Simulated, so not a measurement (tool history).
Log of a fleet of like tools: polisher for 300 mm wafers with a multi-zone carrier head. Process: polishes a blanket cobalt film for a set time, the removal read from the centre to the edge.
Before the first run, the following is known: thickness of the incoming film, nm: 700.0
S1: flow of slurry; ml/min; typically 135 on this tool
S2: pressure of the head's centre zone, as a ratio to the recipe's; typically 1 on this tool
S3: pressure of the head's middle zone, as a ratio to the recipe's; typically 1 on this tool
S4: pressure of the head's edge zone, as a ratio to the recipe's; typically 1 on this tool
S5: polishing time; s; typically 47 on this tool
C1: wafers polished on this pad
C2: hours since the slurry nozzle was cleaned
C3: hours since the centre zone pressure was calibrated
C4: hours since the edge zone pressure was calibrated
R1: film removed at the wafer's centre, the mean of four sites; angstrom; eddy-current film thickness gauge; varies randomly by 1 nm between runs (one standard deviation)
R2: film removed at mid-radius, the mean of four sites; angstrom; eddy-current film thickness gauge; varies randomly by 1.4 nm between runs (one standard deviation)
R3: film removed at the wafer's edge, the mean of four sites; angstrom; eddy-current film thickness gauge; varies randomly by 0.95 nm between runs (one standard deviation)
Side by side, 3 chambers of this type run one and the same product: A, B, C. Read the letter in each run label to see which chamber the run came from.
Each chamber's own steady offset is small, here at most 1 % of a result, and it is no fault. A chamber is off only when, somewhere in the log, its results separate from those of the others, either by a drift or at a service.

{"run": "1C", "day": 0.167, "S1": 135, "S2": 1, "S3": 1, "S4": 1, "S5": 47, "C1": 798, "C2": 426, "C3": 1309.3, "C4": 1113.8, "R1": 1103.1, "R2": 1100.8, "R3": 1090.6}
{"run": "2A", "day": 0.308, "S1": 135, "S2": 1, "S3": 1, "S4": 1, "S5": 47, "C1": 89, "C2": 103.1, "C3": 276.4, "C4": 109.8, "R1": 1087.8, "R2": 1116.4, "R3": 1116.7}
{"run": "3B", "day": 0.521, "S1": 135, "S2": 1, "S3": 1, "S4": 1, "S5": 47, "C1": 740, "C2": 370.7, "C3": 285.2, "C4": 291.7, "R1": 1123.2, "R2": 1094.9, "R3": 1123.7}
{"day": 0.558, "done": "chamber C: worn pad replaced by a new one"}
{"run": "4C", "day": 0.638, "S1": 135, "S2": 1, "S3": 1, "S4": 1, "S5": 47, "C1": 19, "C2": 437.3, "C3": 1320.6, "C4": 1125.1, "R1": 1119, "R2": 1101.2, "R3": 1099.1}
{"run": "5A", "day": 0.742, "S1": 135, "S2": 1, "S3": 1.07, "S4": 1, "S5": 47, "C1": 193, "C2": 113.5, "C3": 286.8, "C4": 120.2, "R1": 1105.4, "R2": 1188.4, "R3": 1090.9}
{"run": "6B", "day": 0.896, "S1": 135, "S2": 1, "S3": 1.07, "S4": 1, "S5": 47, "C1": 831, "C2": 379.7, "C3": 294.2, "C4": 300.7, "R1": 1127, "R2": 1191.5, "R3": 1087.3}
{"run": "7C", "day": 1.033, "S1": 135, "S2": 1, "S3": 1.07, "S4": 1, "S5": 47, "C1": 115, "C2": 446.8, "C3": 1330.1, "C4": 1134.6, "R1": 1100.5, "R2": 1190.3, "R3": 1114}
{"run": "8A", "day": 1.246, "S1": 135, "S2": 1, "S3": 1, "S4": 1, "S5": 47, "C1": 315, "C2": 125.6, "C3": 298.9, "C4": 132.3, "R1": 1102.5, "R2": 1089.2, "R3": 1102.2}
{"run": "9B", "day": 1.388, "S1": 135, "S2": 1, "S3": 1, "S4": 1, "S5": 47, "C1": 949, "C2": 391.5, "C3": 306, "C4": 312.5, "R1": 1108.3, "R2": 1092.1, "R3": 1104.6}
{"day": 1.488, "done": "chamber B: worn pad replaced by a new one"}
{"run": "10A", "day": 1.596, "S1": 135, "S2": 1, "S3": 1, "S4": 1, "S5": 47, "C1": 399, "C2": 134, "C3": 307.3, "C4": 140.7, "R1": 1113.4, "R2": 1098.9, "R3": 1090.8}
{"run": "11B", "day": 1.783, "S1": 135, "S2": 1, "S3": 1, "S4": 1, "S5": 47, "C1": 72, "C2": 401, "C3": 315.5, "C4": 322, "R1": 1084.7, "R2": 1069.5, "R3": 1075.5}
{"run": "12C", "day": 1.971, "S1": 135, "S2": 1, "S3": 1, "S4": 1, "S5": 47, "C1": 341, "C2": 469.3, "C3": 1352.6, "C4": 1157.1, "R1": 1085.8, "R2": 1112.9, "R3": 1099.5}
{"day": 1.996, "done": "chamber A: centre zone pressure recalibrated"}
{"run": "13A", "day": 2.158, "S1": 135, "S2": 1, "S3": 1, "S4": 1, "S5": 47, "C1": 535, "C2": 147.5, "C3": 4, "C4": 154.2, "R1": 1097, "R2": 1105, "R3": 1104.5}
{"day": 2.3, "done": "chamber A: worn pad replaced by a new one"}
{"run": "14C", "day": 2.321, "S1": 135, "S2": 1, "S3": 1, "S4": 1, "S5": 47, "C1": 425, "C2": 477.7, "C3": 1361, "C4": 1165.5, "R1": 1096.9, "R2": 1098.4, "R3": 1096.4}
{"run": "15B", "day": 2.542, "S1": 135, "S2": 1, "S3": 1, "S4": 1, "S5": 47, "C1": 255, "C2": 419.2, "C3": 333.7, "C4": 340.2, "R1": 1080.8, "R2": 1081.6, "R3": 1073.3}
{"run": "16B", "day": 2.729, "S1": 135, "S2": 1, "S3": 1, "S4": 1, "S5": 47, "C1": 300, "C2": 423.7, "C3": 338.2, "C4": 344.7, "R1": 1088, "R2": 1078.1, "R3": 1088}
{"run": "17C", "day": 2.842, "S1": 135, "S2": 1, "S3": 1, "S4": 0.89, "S5": 54, "C1": 551, "C2": 490.2, "C3": 1373.5, "C4": 1178, "R1": 1267.5, "R2": 1251.8, "R3": 1175.8}
{"day": 2.9, "done": "chamber C: centre zone pressure recalibrated"}
{"run": "18A", "day": 2.979, "S1": 135, "S2": 1, "S3": 1, "S4": 0.89, "S5": 54, "C1": 163, "C2": 167.2, "C3": 23.7, "C4": 173.9, "R1": 1262.1, "R2": 1265.5, "R3": 1174.7}
{"run": "19C", "day": 3.133, "S1": 135, "S2": 1, "S3": 1, "S4": 0.89, "S5": 54, "C1": 621, "C2": 497.2, "C3": 5.6, "C4": 1185, "R1": 1266.2, "R2": 1286.5, "R3": 1191.9}
{"run": "20B", "day": 3.358, "S1": 135, "S2": 1, "S3": 1, "S4": 1, "S5": 47, "C1": 452, "C2": 438.8, "C3": 353.3, "C4": 359.8, "R1": 1050.8, "R2": 1077.6, "R3": 1073.4}
{"run": "21A", "day": 3.467, "S1": 135, "S2": 1, "S3": 1, "S4": 1, "S5": 47, "C1": 281, "C2": 178.9, "C3": 35.4, "C4": 185.6, "R1": 1089.7, "R2": 1096.9, "R3": 1088.2}
{"run": "22B", "day": 3.604, "S1": 135, "S2": 1, "S3": 1, "S4": 1, "S5": 47, "C1": 511, "C2": 444.7, "C3": 359.2, "C4": 365.7, "R1": 1064.9, "R2": 1063.8, "R3": 1058.6}
{"run": "23A", "day": 3.771, "S1": 135, "S2": 1, "S3": 1, "S4": 1, "S5": 47, "C1": 354, "C2": 186.2, "C3": 42.7, "C4": 192.9, "R1": 1109.3, "R2": 1094.4, "R3": 1111.5}
{"day": 3.812, "done": "chamber B: centre zone pressure recalibrated"}
{"run": "24C", "day": 3.929, "S1": 135, "S2": 1, "S3": 1, "S4": 1, "S5": 47, "C1": 813, "C2": 516.3, "C3": 24.7, "C4": 1204.1, "R1": 1107.7, "R2": 1080.8, "R3": 1098.5}
{"run": "25A", "day": 4.079, "S1": 135, "S2": 1, "S3": 1, "S4": 1, "S5": 47, "C1": 429, "C2": 193.6, "C3": 50.1, "C4": 200.3, "R1": 1101.1, "R2": 1105.2, "R3": 1092.9}
{"day": 4.204, "done": "chamber A: slurry nozzle cleaned"}
{"run": "26C", "day": 4.225, "S1": 135, "S2": 1, "S3": 1, "S4": 0.91, "S5": 60, "C1": 885, "C2": 523.4, "C3": 31.8, "C4": 1211.2, "R1": 1389.6, "R2": 1396.9, "R3": 1362.2}
{"run": "27B", "day": 4.358, "S1": 135, "S2": 1, "S3": 1, "S4": 0.91, "S5": 60, "C1": 693, "C2": 462.8, "C3": 13.2, "C4": 383.8, "R1": 1328.4, "R2": 1338.4, "R3": 1275.8}
{"run": "28B", "day": 4.458, "S1": 135, "S2": 1, "S3": 1, "S4": 0.91, "S5": 60, "C1": 717, "C2": 465.2, "C3": 15.6, "C4": 386.2, "R1": 1306.8, "R2": 1312.9, "R3": 1298.4}
{"run": "29C", "day": 4.65, "S1": 135, "S2": 1, "S3": 1, "S4": 1, "S5": 47, "C1": 987, "C2": 533.6, "C3": 42, "C4": 1221.4, "R1": 1103.5, "R2": 1107.7, "R3": 1093.2}
{"day": 4.671, "done": "chamber C: edge zone pressure recalibrated"}
{"day": 4.712, "done": "chamber A: worn pad replaced by a new one"}
{"run": "30A", "day": 4.796, "S1": 135, "S2": 1, "S3": 1, "S4": 1, "S5": 47, "C1": 21, "C2": 14.2, "C3": 67.3, "C4": 217.5, "R1": 1092.7, "R2": 1100.7, "R3": 1100.4}
{"run": "31C", "day": 5.008, "S1": 135, "S2": 1, "S3": 1, "S4": 1, "S5": 47, "C1": 1074, "C2": 542.2, "C3": 50.6, "C4": 8.1, "R1": 1100.6, "R2": 1096.4, "R3": 1094.8}
{"run": "32B", "day": 5.204, "S1": 135, "S2": 1, "S3": 1, "S4": 1, "S5": 47, "C1": 897, "C2": 483.1, "C3": 33.5, "C4": 404.1, "R1": 1013.8, "R2": 1047.3, "R3": 1043.4}
{"run": "33A", "day": 5.312, "S1": 135, "S2": 1, "S3": 1, "S4": 1, "S5": 47, "C1": 145, "C2": 26.6, "C3": 79.7, "C4": 229.9, "R1": 1100.2, "R2": 1120.7, "R3": 1105.1}

Predict what each chamber gives when all 3 of them run the settings below next.
{"run": "34A", "day": 5.471, "S1": 135, "S2": 1, "S3": 1, "S4": 1.06, "S5": 47, "R1": "?", "R2": "?", "R3": "?"}
{"run": "34B", "day": 5.471, "S1": 135, "S2": 1, "S3": 1, "S4": 1.06, "S5": 47, "R1": "?", "R2": "?", "R3": "?"}
{"run": "34C", "day": 5.471, "S1": 135, "S2": 1, "S3": 1, "S4": 1.06, "S5": 47, "R1": "?", "R2": "?", "R3": "?"}

run=34A R1=1095.7 R2=1103.2 R3=1141.7
run=34B R1=995.15 R2=1001.9 R3=1085.8
run=34C R1=1089.2 R2=1100.4 R3=1139.5

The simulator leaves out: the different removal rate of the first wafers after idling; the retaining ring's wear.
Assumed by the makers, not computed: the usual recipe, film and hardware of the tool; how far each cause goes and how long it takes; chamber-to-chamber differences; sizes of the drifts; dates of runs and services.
